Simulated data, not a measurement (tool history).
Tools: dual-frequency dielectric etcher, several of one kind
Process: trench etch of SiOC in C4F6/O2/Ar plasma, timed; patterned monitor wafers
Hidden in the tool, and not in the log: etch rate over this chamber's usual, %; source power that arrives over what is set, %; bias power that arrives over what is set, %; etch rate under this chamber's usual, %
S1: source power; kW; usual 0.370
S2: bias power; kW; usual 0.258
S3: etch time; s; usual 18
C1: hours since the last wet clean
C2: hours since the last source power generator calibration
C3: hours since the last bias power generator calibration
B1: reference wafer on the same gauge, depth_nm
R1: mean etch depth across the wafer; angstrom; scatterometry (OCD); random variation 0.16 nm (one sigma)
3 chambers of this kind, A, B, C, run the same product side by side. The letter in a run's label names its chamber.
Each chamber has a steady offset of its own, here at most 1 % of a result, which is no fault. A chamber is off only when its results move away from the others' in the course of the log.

{"run": "1A", "hour": 10.9, "S1": 0.37, "S2": 0.258, "S3": 18, "C1": 475.3, "C2": 3303.2, "C3": 758.1, "B1": 32.704, "R1": 406.03}
{"run": "2B", "hour": 20.9, "S1": 0.37, "S2": 0.258, "S3": 18, "C1": 331.5, "C2": 1800.4, "C3": 2492.6, "B1": 32.703, "R1": 404.49}
{"run": "3C", "hour": 30.0, "S1": 0.37, "S2": 0.258, "S3": 18, "C1": 359.0, "C2": 392.2, "C3": 3399.6, "B1": 32.69, "R1": 411.3}
{"hour": 30.3, "done": "chamber A: wet clean of the chamber"}
{"run": "4A", "hour": 41.5, "S1": 0.37, "S2": 0.258, "S3": 18, "C1": 11.3, "C2": 3333.8, "C3": 788.7, "B1": 32.694, "R1": 405.46}
{"run": "5B", "hour": 55.1, "S1": 0.37, "S2": 0.258, "S3": 18, "C1": 365.7, "C2": 1834.6, "C3": 2526.8, "B1": 32.71, "R1": 405.54}
{"run": "6C", "hour": 66.6, "S1": 0.37, "S2": 0.258, "S3": 18, "C1": 395.6, "C2": 428.8, "C3": 3436.2, "B1": 32.732, "R1": 411.14}
{"run": "7A", "hour": 74.4, "S1": 0.37, "S2": 0.258, "S3": 18, "C1": 44.2, "C2": 3366.7, "C3": 821.6, "B1": 32.735, "R1": 406.85}
{"run": "8B", "hour": 86.6, "S1": 0.37, "S2": 0.258, "S3": 18, "C1": 397.2, "C2": 1866.1, "C3": 2558.3, "B1": 32.719, "R1": 407.18}
{"run": "9C", "hour": 94.4, "S1": 0.37, "S2": 0.258, "S3": 18, "C1": 423.4, "C2": 456.6, "C3": 3464.0, "B1": 32.695, "R1": 408.4}
{"hour": 101.1, "done": "chamber B: bias power generator calibrated"}
{"run": "10C", "hour": 108.3, "S1": 0.37, "S2": 0.258, "S3": 18, "C1": 437.3, "C2": 470.5, "C3": 3477.9, "B1": 32.739, "R1": 406.37}
{"run": "11A", "hour": 119.8, "S1": 0.37, "S2": 0.258, "S3": 18, "C1": 89.6, "C2": 3412.1, "C3": 867.0, "B1": 32.7, "R1": 409.65}
{"run": "12B", "hour": 129.1, "S1": 0.37, "S2": 0.258, "S3": 18, "C1": 439.7, "C2": 1908.6, "C3": 28.1, "B1": 32.7, "R1": 404.47}
{"run": "13B", "hour": 139.9, "S1": 0.37, "S2": 0.258, "S3": 18, "C1": 450.5, "C2": 1919.4, "C3": 38.9, "B1": 32.712, "R1": 406.76}
{"run": "14C", "hour": 150.0, "S1": 0.37, "S2": 0.221, "S3": 20, "C1": 479.0, "C2": 512.2, "C3": 3519.6, "B1": 32.697, "R1": 429.24}
{"run": "15A", "hour": 162.1, "S1": 0.37, "S2": 0.221, "S3": 20, "C1": 131.9, "C2": 3454.4, "C3": 909.3, "B1": 32.655, "R1": 427.73}
{"run": "16C", "hour": 173.8, "S1": 0.37, "S2": 0.221, "S3": 20, "C1": 502.8, "C2": 536.0, "C3": 3543.4, "B1": 32.685, "R1": 430.2}
{"run": "17A", "hour": 181.8, "S1": 0.37, "S2": 0.258, "S3": 18, "C1": 151.6, "C2": 3474.1, "C3": 929.0, "B1": 32.694, "R1": 405.34}
{"run": "18B", "hour": 192.5, "S1": 0.37, "S2": 0.258, "S3": 18, "C1": 503.1, "C2": 1972.0, "C3": 91.5, "B1": 32.702, "R1": 405.29}
{"run": "19A", "hour": 202.1, "S1": 0.37, "S2": 0.258, "S3": 18, "C1": 171.9, "C2": 3494.4, "C3": 949.3, "B1": 32.752, "R1": 402.51}
{"hour": 215.2, "done": "chamber C: wet clean of the chamber"}
{"run": "20B", "hour": 215.6, "S1": 0.37, "S2": 0.211, "S3": 18, "C1": 526.2, "C2": 1995.1, "C3": 114.6, "B1": 32.678, "R1": 378.11}
{"run": "21C", "hour": 229.1, "S1": 0.37, "S2": 0.211, "S3": 18, "C1": 14.0, "C2": 591.3, "C3": 3598.7, "B1": 32.708, "R1": 382.43}
{"run": "22C", "hour": 241.9, "S1": 0.37, "S2": 0.211, "S3": 18, "C1": 26.8, "C2": 604.1, "C3": 3611.5, "B1": 32.723, "R1": 381.41}
{"run": "23B", "hour": 254.3, "S1": 0.37, "S2": 0.258, "S3": 18, "C1": 564.9, "C2": 2033.8, "C3": 153.3, "B1": 32.693, "R1": 401.49}
{"run": "24A", "hour": 265.0, "S1": 0.37, "S2": 0.258, "S3": 18, "C1": 234.8, "C2": 3557.3, "C3": 1012.2, "B1": 32.681, "R1": 406.65}
{"run": "25C", "hour": 271.8, "S1": 0.37, "S2": 0.258, "S3": 18, "C1": 56.7, "C2": 634.0, "C3": 3641.4, "B1": 32.671, "R1": 409.38}
{"run": "26A", "hour": 282.5, "S1": 0.37, "S2": 0.258, "S3": 18, "C1": 252.3, "C2": 3574.8, "C3": 1029.7, "B1": 32.729, "R1": 401.87}
{"run": "27B", "hour": 289.1, "S1": 0.37, "S2": 0.258, "S3": 18, "C1": 599.7, "C2": 2068.6, "C3": 188.1, "B1": 32.685, "R1": 398.18}
{"run": "28B", "hour": 299.2, "S1": 0.37, "S2": 0.258, "S3": 18, "C1": 609.8, "C2": 2078.7, "C3": 198.2, "B1": 32.689, "R1": 396.91}
{"run": "29C", "hour": 308.5, "S1": 0.37, "S2": 0.258, "S3": 18, "C1": 93.4, "C2": 670.7, "C3": 3678.1, "B1": 32.691, "R1": 411.31}
{"run": "30A", "hour": 316.5, "S1": 0.37, "S2": 0.198, "S3": 22, "C1": 286.3, "C2": 3608.8, "C3": 1063.7, "B1": 32.703, "R1": 458.21}
{"run": "31C", "hour": 323.1, "S1": 0.37, "S2": 0.198, "S3": 22, "C1": 108.0, "C2": 685.3, "C3": 3692.7, "B1": 32.688, "R1": 456.7}
{"run": "32A", "hour": 333.2, "S1": 0.37, "S2": 0.198, "S3": 22, "C1": 303.0, "C2": 3625.5, "C3": 1080.4, "B1": 32.695, "R1": 456.49}
{"run": "33B", "hour": 346.3, "S1": 0.37, "S2": 0.258, "S3": 18, "C1": 656.9, "C2": 2125.8, "C3": 245.3, "B1": 32.704, "R1": 396.85}
{"run": "34C", "hour": 354.2, "S1": 0.37, "S2": 0.258, "S3": 18, "C1": 139.1, "C2": 716.4, "C3": 3723.8, "B1": 32.726, "R1": 408.94}
{"run": "35A", "hour": 363.7, "S1": 0.37, "S2": 0.314, "S3": 14, "C1": 333.5, "C2": 3656.0, "C3": 1110.9, "B1": 32.724, "R1": 338.61}
{"run": "36B", "hour": 372.4, "S1": 0.37, "S2": 0.314, "S3": 14, "C1": 683.0, "C2": 2151.9, "C3": 271.4, "B1": 32.692, "R1": 329.94}
{"run": "37C", "hour": 387.3, "S1": 0.37, "S2": 0.314, "S3": 14, "C1": 172.2, "C2": 749.5, "C3": 3756.9, "B1": 32.694, "R1": 338.99}
{"run": "38B", "hour": 395.3, "S1": 0.37, "S2": 0.258, "S3": 18, "C1": 705.9, "C2": 2174.8, "C3": 294.3, "B1": 32.711, "R1": 390.78}
{"run": "39A", "hour": 408.9, "S1": 0.37, "S2": 0.258, "S3": 18, "C1": 378.7, "C2": 3701.2, "C3": 1156.1, "B1": 32.698, "R1": 405.96}
{"run": "40A", "hour": 423.1, "S1": 0.37, "S2": 0.299, "S3": 18, "C1": 392.9, "C2": 3715.4, "C3": 1170.3, "B1": 32.711, "R1": 427.74}
{"run": "41C", "hour": 438.1, "S1": 0.37, "S2": 0.299, "S3": 18, "C1": 223.0, "C2": 800.3, "C3": 3807.7, "B1": 32.718, "R1": 431.92}

What goes on in this fleet: one chamber off, a drifting gauge, or nothing beyond the chambers' own small offsets? Name the chamber and the cause, if any.

Chamber B drifts away from the others.
Cause: etch rate under this chamber's usual, % = 3.61.

Here are 4 candidates for chamber B's next run, each the usual settings with a change, their results left as question marks. Which one brings its results back in line with what the others give on the usual settings?
In line means no further than this from the other chambers' mean on the usual settings: R1 5.70 angstrom
{"run": "42B-1", "hour": 449.0, "S1": 0.41, "S2": 0.258, "S3": 18, "R1": "?"}
{"run": "42B-2", "hour": 449.0, "S1": 0.37, "S2": 0.206, "S3": 18, "R1": "?"}
{"run": "42B-3", "hour": 449.0, "S1": 0.35, "S2": 0.243, "S3": 18, "R1": "?"}
{"run": "42B-4", "hour": 449.0, "S1": 0.37, "S2": 0.321, "S3": 18, "R1": "?"}

The other chambers' mean on the usual settings: R1 407.98 angstrom
run=42B-1 R1=405.41
run=42B-2 R1=361.98
run=42B-3 R1=374.38
run=42B-4 R1=420.74
42B-1 brings the chamber back in line.

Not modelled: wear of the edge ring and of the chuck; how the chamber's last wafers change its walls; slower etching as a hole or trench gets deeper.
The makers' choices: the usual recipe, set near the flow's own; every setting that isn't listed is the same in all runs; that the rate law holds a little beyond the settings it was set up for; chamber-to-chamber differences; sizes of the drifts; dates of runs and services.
